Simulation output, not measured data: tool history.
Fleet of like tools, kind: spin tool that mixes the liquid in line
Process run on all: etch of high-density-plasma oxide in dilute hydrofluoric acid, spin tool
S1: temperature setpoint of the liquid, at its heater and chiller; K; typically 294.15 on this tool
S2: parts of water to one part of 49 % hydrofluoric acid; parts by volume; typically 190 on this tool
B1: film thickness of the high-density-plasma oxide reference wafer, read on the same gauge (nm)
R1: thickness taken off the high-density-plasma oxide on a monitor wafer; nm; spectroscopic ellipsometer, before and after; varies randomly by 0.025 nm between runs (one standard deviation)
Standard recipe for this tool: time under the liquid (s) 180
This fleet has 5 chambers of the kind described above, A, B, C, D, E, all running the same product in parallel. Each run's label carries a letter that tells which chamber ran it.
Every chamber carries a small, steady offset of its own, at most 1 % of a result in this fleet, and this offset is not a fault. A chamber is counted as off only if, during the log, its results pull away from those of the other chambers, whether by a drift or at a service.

Run 1A, hour 12.9: usual settings; B1 60.019. Result: R1 4.7290 nm.
Run 2D, hour 22.5: usual settings; B1 59.979. Result: R1 4.8103 nm.
Run 3B, hour 33.5: usual settings; B1 60.020. Result: R1 4.7607 nm.
Run 4E, hour 48.0: usual settings; B1 59.983. Result: R1 4.7375 nm.
Run 5C, hour 62.8: usual settings; B1 60.018. Result: R1 4.7934 nm.
Run 6C, hour 75.1: usual settings; B1 59.984. Result: R1 4.7779 nm.
Run 7A, hour 84.0: usual settings; B1 60.002. Result: R1 4.7350 nm.
Run 8B, hour 98.5: usual settings; B1 59.998. Result: R1 4.7672 nm.
Run 9E, hour 111.1: usual settings; B1 60.049. Result: R1 4.7417 nm.
Run 10D, hour 120.1: usual settings; B1 59.985. Result: R1 4.7909 nm.
Run 11D, hour 131.5: usual settings; B1 59.987. Result: R1 4.7676 nm.
Run 12A, hour 146.1: usual settings; B1 59.936. Result: R1 4.7381 nm.
Run 13B, hour 152.8: usual settings; B1 59.977. Result: R1 4.7763 nm.
At hour 160.8: chamber B: hydrofluoric acid flow meter replaced.
At hour 163.8: chamber E: thermometer replaced.
Run 14E, hour 167.4: usual settings but time under the liquid (s) 100; B1 59.955. Result: R1 2.6143 nm.
Run 15C, hour 178.6: usual settings but time under the liquid (s) 100; B1 59.981. Result: R1 2.6175 nm.
At hour 187.4: chamber D: hydrofluoric acid flow meter replaced.
Run 16D, hour 190.7: usual settings but time under the liquid (s) 100; B1 60.017. Result: R1 2.6480 nm.
Run 17E, hour 200.2: usual settings but time under the liquid (s) 100; B1 59.962. Result: R1 2.6163 nm.
Run 18A, hour 207.6: usual settings but time under the liquid (s) 100; B1 60.040. Result: R1 2.6313 nm.
Run 19B, hour 216.1: usual settings; B1 59.985. Result: R1 4.7387 nm.
Run 20C, hour 229.6: usual settings; B1 59.995. Result: R1 4.6426 nm.
Run 21D, hour 238.2: usual settings; B1 60.001. Result: R1 4.7493 nm.
Run 22C, hour 249.5: usual settings; B1 59.979. Result: R1 4.6741 nm.
Run 23A, hour 256.5: usual settings; B1 59.983. Result: R1 4.7455 nm.
Run 24B, hour 267.5: usual settings; B1 59.998. Result: R1 4.7531 nm.
Run 25E, hour 280.6: usual settings; B1 59.980. Result: R1 4.7151 nm.
Run 26B, hour 287.2: usual settings; B1 59.945. Result: R1 4.7669 nm.
Run 27E, hour 302.0: usual settings; B1 60.029. Result: R1 4.6963 nm.
Run 28A, hour 311.9: usual settings; B1 60.014. Result: R1 4.7289 nm.
Run 29D, hour 325.3: usual settings but S2 245 parts by volume, time under the liquid (s) 285; B1 59.998. Result: R1 5.5517 nm.
At hour 329.8: chamber A: thermometer replaced.
Run 30C, hour 338.3: usual settings but S2 245 parts by volume, time under the liquid (s) 285; B1 60.023. Result: R1 5.2216 nm.
Run 31E, hour 350.7: usual settings but S2 245 parts by volume, time under the liquid (s) 285; B1 60.013. Result: R1 5.5166 nm.
Run 32B, hour 365.4: usual settings but S2 245 parts by volume, time under the liquid (s) 285; B1 60.020. Result: R1 5.5676 nm.
Run 33C, hour 376.5: usual settings but S2 245 parts by volume, time under the liquid (s) 285; B1 59.979. Result: R1 5.1803 nm.
Run 34A, hour 383.8: usual settings; B1 59.956. Result: R1 4.6790 nm.
Run 35D, hour 394.1: usual settings; B1 59.983. Result: R1 4.7343 nm.

Has any chamber moved away from the others, gradually or after a service, or does the common gauge drift, or do the chambers differ only by their own small steady offsets? State the chamber and the most likely cause if one applies.

Little by little, chamber C moves away from the other chambers.
Most likely cause: hydrofluoric acid flow below the setpoint (%) = 5.25.
With only this log, it may be confused with: liquid colder than its thermometer reads (K).

Below are 4 candidate recipes for chamber C's next run, each the usual settings with a change, their results shown as question marks. Which of them brings C's results back in line with what the other chambers give on the usual settings?
Counts as in line when no further than this from what the other chambers average on the usual settings: R1 0.0880 nm
Run 36C-1, hour 404.9: usual settings but S1 293.65 K. Result: R1 ?.
Run 36C-2, hour 404.9: usual settings but S1 294.65 K. Result: R1 ?.
Run 36C-3, hour 404.9: usual settings but S2 185 parts by volume, time under the liquid (s) 185. Result: R1 ?.
Run 36C-4, hour 404.9: usual settings but time under the liquid (s) 170. Result: R1 ?.

Other chambers, usual settings, mean: R1 4.7514 nm
  run      R1
36C-1  4.3887
36C-2  4.5630
36C-3  4.7515
36C-4  4.2266
Change 36C-3 lands the chamber within the allowed miss of the other chambers.

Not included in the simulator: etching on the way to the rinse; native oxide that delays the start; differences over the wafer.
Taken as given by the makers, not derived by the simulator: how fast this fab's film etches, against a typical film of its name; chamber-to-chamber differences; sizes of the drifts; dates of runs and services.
